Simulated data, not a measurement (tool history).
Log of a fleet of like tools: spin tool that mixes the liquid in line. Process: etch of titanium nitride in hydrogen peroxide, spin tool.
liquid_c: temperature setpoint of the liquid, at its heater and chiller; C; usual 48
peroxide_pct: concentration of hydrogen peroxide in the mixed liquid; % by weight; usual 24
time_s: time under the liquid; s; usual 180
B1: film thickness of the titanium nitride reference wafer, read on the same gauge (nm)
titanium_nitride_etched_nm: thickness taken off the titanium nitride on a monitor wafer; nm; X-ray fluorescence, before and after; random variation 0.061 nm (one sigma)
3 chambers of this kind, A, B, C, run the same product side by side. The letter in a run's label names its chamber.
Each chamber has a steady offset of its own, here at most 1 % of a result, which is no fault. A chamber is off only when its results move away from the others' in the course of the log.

run 1B hour=6.6 | liquid_c=48 peroxide_pct=24 time_s=180 | B1=90.006 | titanium_nitride_etched_nm=8.0700
run 2C hour=21.2 | liquid_c=48 peroxide_pct=24 time_s=180 | B1=90.007 | titanium_nitride_etched_nm=7.9770
-- hour=26.7 chamber A: new drum of peroxide connected
run 3A hour=30.9 | liquid_c=48 peroxide_pct=24 time_s=180 | B1=90.004 | titanium_nitride_etched_nm=7.9343
run 4C hour=38.5 | liquid_c=48 peroxide_pct=24 time_s=180 | B1=89.989 | titanium_nitride_etched_nm=8.0409
run 5B hour=51.0 | liquid_c=48 peroxide_pct=24 time_s=180 | B1=90.003 | titanium_nitride_etched_nm=7.9673
-- hour=52.0 chamber A: peroxide flow meter replaced
run 6A hour=61.2 | liquid_c=48 peroxide_pct=24 time_s=180 | B1=89.979 | titanium_nitride_etched_nm=7.9852
run 7B hour=75.3 | liquid_c=48 peroxide_pct=24 time_s=180 | B1=90.027 | titanium_nitride_etched_nm=8.0253
run 8A hour=82.4 | liquid_c=48 peroxide_pct=24 time_s=180 | B1=89.990 | titanium_nitride_etched_nm=8.0611
run 9C hour=90.9 | liquid_c=48 peroxide_pct=24 time_s=180 | B1=90.002 | titanium_nitride_etched_nm=8.1108
run 10B hour=101.1 | liquid_c=48 peroxide_pct=24 time_s=180 | B1=90.000 | titanium_nitride_etched_nm=8.0111
run 11C hour=112.2 | liquid_c=48 peroxide_pct=24 time_s=180 | B1=89.979 | titanium_nitride_etched_nm=8.1059
run 12A hour=120.2 | liquid_c=48 peroxide_pct=24 time_s=180 | B1=89.985 | titanium_nitride_etched_nm=8.0530
run 13B hour=128.1 | liquid_c=48 peroxide_pct=24 time_s=180 | B1=90.009 | titanium_nitride_etched_nm=7.9931
run 14A hour=135.4 | liquid_c=48 peroxide_pct=24 time_s=180 | B1=89.989 | titanium_nitride_etched_nm=8.0182
run 15C hour=146.5 | liquid_c=48 peroxide_pct=24 time_s=180 | B1=89.982 | titanium_nitride_etched_nm=8.0762
run 16C hour=158.0 | liquid_c=48 peroxide_pct=24 time_s=180 | B1=90.002 | titanium_nitride_etched_nm=8.0590
run 17A hour=168.9 | liquid_c=48 peroxide_pct=24 time_s=180 | B1=89.983 | titanium_nitride_etched_nm=7.8722
run 18B hour=176.6 | liquid_c=48 peroxide_pct=24 time_s=180 | B1=89.999 | titanium_nitride_etched_nm=8.1557
run 19C hour=185.2 | liquid_c=48 peroxide_pct=24 time_s=180 | B1=89.995 | titanium_nitride_etched_nm=8.0600
run 20A hour=194.7 | liquid_c=48 peroxide_pct=24 time_s=180 | B1=90.003 | titanium_nitride_etched_nm=7.9349
run 21B hour=202.4 | liquid_c=48 peroxide_pct=24 time_s=180 | B1=90.005 | titanium_nitride_etched_nm=8.1758
run 22C hour=209.1 | liquid_c=48 peroxide_pct=24 time_s=180 | B1=89.991 | titanium_nitride_etched_nm=8.1586
run 23B hour=216.1 | liquid_c=48 peroxide_pct=24 time_s=180 | B1=90.023 | titanium_nitride_etched_nm=8.2324
run 24A hour=229.5 | liquid_c=48 peroxide_pct=24 time_s=85 | B1=89.982 | titanium_nitride_etched_nm=3.7805
run 25C hour=243.4 | liquid_c=48 peroxide_pct=24 time_s=85 | B1=90.007 | titanium_nitride_etched_nm=3.8161
-- hour=251.9 chamber A: heated supply line repaired
run 26B hour=257.7 | liquid_c=48 peroxide_pct=24 time_s=85 | B1=90.004 | titanium_nitride_etched_nm=3.8890
run 27A hour=267.2 | liquid_c=48 peroxide_pct=24 time_s=180 | B1=90.018 | titanium_nitride_etched_nm=8.0719
run 28C hour=281.1 | liquid_c=48 peroxide_pct=24 time_s=180 | B1=90.014 | titanium_nitride_etched_nm=8.1254
run 29A hour=295.2 | liquid_c=48 peroxide_pct=24 time_s=180 | B1=89.999 | titanium_nitride_etched_nm=8.0443
run 30B hour=302.1 | liquid_c=48 peroxide_pct=24 time_s=180 | B1=89.993 | titanium_nitride_etched_nm=8.3654
run 31A hour=309.7 | liquid_c=48 peroxide_pct=24 time_s=180 | B1=90.009 | titanium_nitride_etched_nm=8.0507
run 32B hour=319.2 | liquid_c=48 peroxide_pct=24 time_s=180 | B1=89.996 | titanium_nitride_etched_nm=8.4174
run 33C hour=331.1 | liquid_c=48 peroxide_pct=24 time_s=180 | B1=90.016 | titanium_nitride_etched_nm=8.0541
run 34C hour=344.9 | liquid_c=48 peroxide_pct=24 time_s=180 | B1=90.013 | titanium_nitride_etched_nm=7.9829
run 35A hour=359.8 | liquid_c=48 peroxide_pct=24 time_s=180 | B1=89.987 | titanium_nitride_etched_nm=8.0500
run 36B hour=366.3 | liquid_c=48 peroxide_pct=28 time_s=285 | B1=89.977 | titanium_nitride_etched_nm=13.8950

What goes on in this fleet: one chamber off, a drifting gauge, or nothing beyond the chambers' own small offsets? Name the chamber and the cause, if any.

Chamber B drifts away from the others.
Cause: liquid hotter than its thermometer reads (K) = 0.918.

Here are 4 candidates for chamber B's next run, each the usual settings with a change, their results left as question marks. Which one brings its results back in line with what the others give on the usual settings?
In line means no further than this from the other chambers' mean on the usual settings: titanium_nitride_etched_nm 0.2200 nm
run 37B-1 hour=377.0 | liquid_c=47.5 peroxide_pct=24 time_s=175 | titanium_nitride_etched_nm=?
run 37B-2 hour=377.0 | liquid_c=47.0 peroxide_pct=24 time_s=170 | titanium_nitride_etched_nm=?
run 37B-3 hour=377.0 | liquid_c=48.5 peroxide_pct=24 time_s=185 | titanium_nitride_etched_nm=?
run 37B-4 hour=377.0 | liquid_c=48.0 peroxide_pct=24 time_s=205 | titanium_nitride_etched_nm=?

The other chambers' mean on the usual settings: titanium_nitride_etched_nm 8.0795 nm
run=37B-1 titanium_nitride_etched_nm=8.0533
run=37B-2 titanium_nitride_etched_nm=7.5426
run=37B-3 titanium_nitride_etched_nm=9.1556
run=37B-4 titanium_nitride_etched_nm=9.7837
37B-1 brings the chamber back in line.

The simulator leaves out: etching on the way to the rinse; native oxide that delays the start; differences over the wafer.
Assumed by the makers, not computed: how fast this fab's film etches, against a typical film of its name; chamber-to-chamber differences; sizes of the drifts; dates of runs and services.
